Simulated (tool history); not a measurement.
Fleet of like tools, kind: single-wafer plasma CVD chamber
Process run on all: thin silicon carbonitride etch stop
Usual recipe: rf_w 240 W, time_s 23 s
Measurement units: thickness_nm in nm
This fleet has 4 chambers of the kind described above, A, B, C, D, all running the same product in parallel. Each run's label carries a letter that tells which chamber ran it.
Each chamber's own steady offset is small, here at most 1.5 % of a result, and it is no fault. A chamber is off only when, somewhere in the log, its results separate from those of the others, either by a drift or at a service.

run,hour,rf_w,time_s,hours since the last thermocouple change,hours since the last RF generator calibration,"read-back reference wafer on the same gauge, thickness_nm",thickness_nm
1D,9.8,240,23,143.1,609.8,15.504,13.766
2C,15.3,240,23,426.4,151.2,15.512,13.834
3B,24.8,240,23,147.8,216.2,15.515,13.695
4A,34,240,23,147.3,814.7,15.519,13.833
5A,41.9,240,23,155.2,822.6,15.52,13.809
6B,49.1,240,23,172.1,240.5,15.528,13.737
7D,58.5,240,23,191.8,658.5,15.538,13.848
8C,63.7,280,26.5,474.8,199.6,15.53,16.693
9B,74,280,26.5,197,265.4,15.539,16.573
10D,82.5,280,26.5,215.8,682.5,15.541,16.723
11C,91.5,280,26.5,502.6,227.4,15.544,16.688
12A,97.6,260,23,210.9,878.3,15.549,14.219
13D,105.5,260,23,238.8,705.5,15.556,14.176
14B,116,260,23,239,307.4,15.56,14.106
15A,124.9,260,23,238.2,905.6,15.568,14.231
16C,133.1,240,23,544.2,269,15.572,13.876
17B,139.6,240,23,262.6,331,15.576,13.768
18C,144.2,240,23,555.3,280.1,15.572,13.918
19A,153.5,240,23,266.8,934.2,15.59,13.881
20D,158.4,240,23,291.7,758.4,15.585,13.864
21A,165.6,240,23,278.9,946.3,15.59,13.868
22D,170.5,240,23,303.8,770.5,15.584,13.875
23C,175.7,240,23,586.8,311.6,15.589,13.887
24B,181.6,240,23,304.6,373,15.599,13.771
25D,189,240,26.7,322.3,789,15.607,16.103

One chamber off, gauge drift, or nothing amiss beyond the chambers' own small offsets? If it is a chamber, which one, and what is the likeliest cause?

The shared gauge is drifting. All chambers look as if they move in step, but none is off.
What lies behind it: gauge reads high (%) = 0.679.
